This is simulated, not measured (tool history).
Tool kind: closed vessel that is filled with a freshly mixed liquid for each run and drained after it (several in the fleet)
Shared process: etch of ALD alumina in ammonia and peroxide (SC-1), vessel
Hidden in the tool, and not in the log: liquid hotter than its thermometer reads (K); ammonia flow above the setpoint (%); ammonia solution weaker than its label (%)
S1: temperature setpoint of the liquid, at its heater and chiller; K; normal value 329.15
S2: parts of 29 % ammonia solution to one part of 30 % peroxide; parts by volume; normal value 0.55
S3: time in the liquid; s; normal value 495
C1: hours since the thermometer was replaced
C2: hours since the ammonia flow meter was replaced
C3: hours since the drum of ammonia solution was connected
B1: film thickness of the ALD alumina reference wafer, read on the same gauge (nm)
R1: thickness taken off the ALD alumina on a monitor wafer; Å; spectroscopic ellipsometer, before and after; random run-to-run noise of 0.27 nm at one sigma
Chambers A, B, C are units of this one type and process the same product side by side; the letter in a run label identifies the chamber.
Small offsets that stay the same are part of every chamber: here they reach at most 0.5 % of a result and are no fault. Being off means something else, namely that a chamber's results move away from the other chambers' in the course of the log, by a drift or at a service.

run	hour	S1	S2	S3	C1	C2	C3	B1	R1
1A	7.5	329.15	0.55	495	337.1	927.6	346.2	100.020	338.82
2C	15.7	329.15	0.55	495	618.6	163.3	718.8	99.991	338.68
3B	24.8	329.15	0.55	495	1883.0	84.3	396.1	100.010	338.23
4B	30.1	329.15	0.55	495	1888.3	89.6	401.4	99.998	339.15
5C	36.5	329.15	0.55	495	639.4	184.1	739.6	100.020	343.53
6A	41.4	329.15	0.55	495	371.0	961.5	380.1	99.993	340.41
7B	49.9	329.15	0.55	495	1908.1	109.4	421.2	99.981	336.78
8A	58.7	329.15	0.55	495	388.3	978.8	397.4	99.953	336.29
9C	67.9	329.15	0.55	495	670.8	215.5	771.0	100.010	343.20
10B	72.7	329.15	0.55	495	1930.9	132.2	444.0	100.000	342.92
11A	81.0	329.15	0.55	495	410.6	1001.1	419.7	100.010	342.45
12C	90.6	329.15	0.55	495	693.5	238.2	793.7	100.030	340.89
13B	99.2	329.15	0.55	495	1957.4	158.7	470.5	99.970	346.19
14A	104.4	329.15	0.55	495	434.0	1024.5	443.1	99.971	339.04
15C	111.3	337.15	0.55	770	714.2	258.9	814.4	100.000	797.43
16A	115.8	337.15	0.55	770	445.4	1035.9	454.5	100.030	796.30
17C	125.1	337.15	0.55	770	728.0	272.7	828.2	99.971	797.22
18B	130.8	329.15	0.55	495	1989.0	190.3	502.1	100.010	351.56
19B	135.6	329.15	0.55	255	1993.8	195.1	506.9	99.957	180.28
20A	142.9	329.15	0.55	255	472.5	1063.0	481.6	99.985	173.64

What goes on in this fleet: one chamber off, a drifting gauge, or nothing beyond the chambers' own small offsets? Name the chamber and the cause, if any.

Little by little, chamber B moves away from the other chambers.
Cause: liquid hotter than its thermometer reads (K) = 0.857.

Chamber B could run next with any of the 4 candidate recipes listed below; each alters the usual settings, and their results appear as question marks. Which one brings its results back in line with what the other chambers deliver on the usual settings?
In line here means within this much of the mean the other chambers give on the usual settings: R1 9.30 Å
21B-1	150.3	330.65	0.55	495					?
21B-2	150.3	329.15	0.55	515					?
21B-3	150.3	329.15	0.40	495					?
21B-4	150.3	327.65	0.55	495					?

Mean of the other chambers on the usual settings: R1 339.81 Å
run	R1
21B-1	382.08
21B-2	367.21
21B-3	342.40
21B-4	325.76
21B-3 puts the chamber back in line with the other chambers.
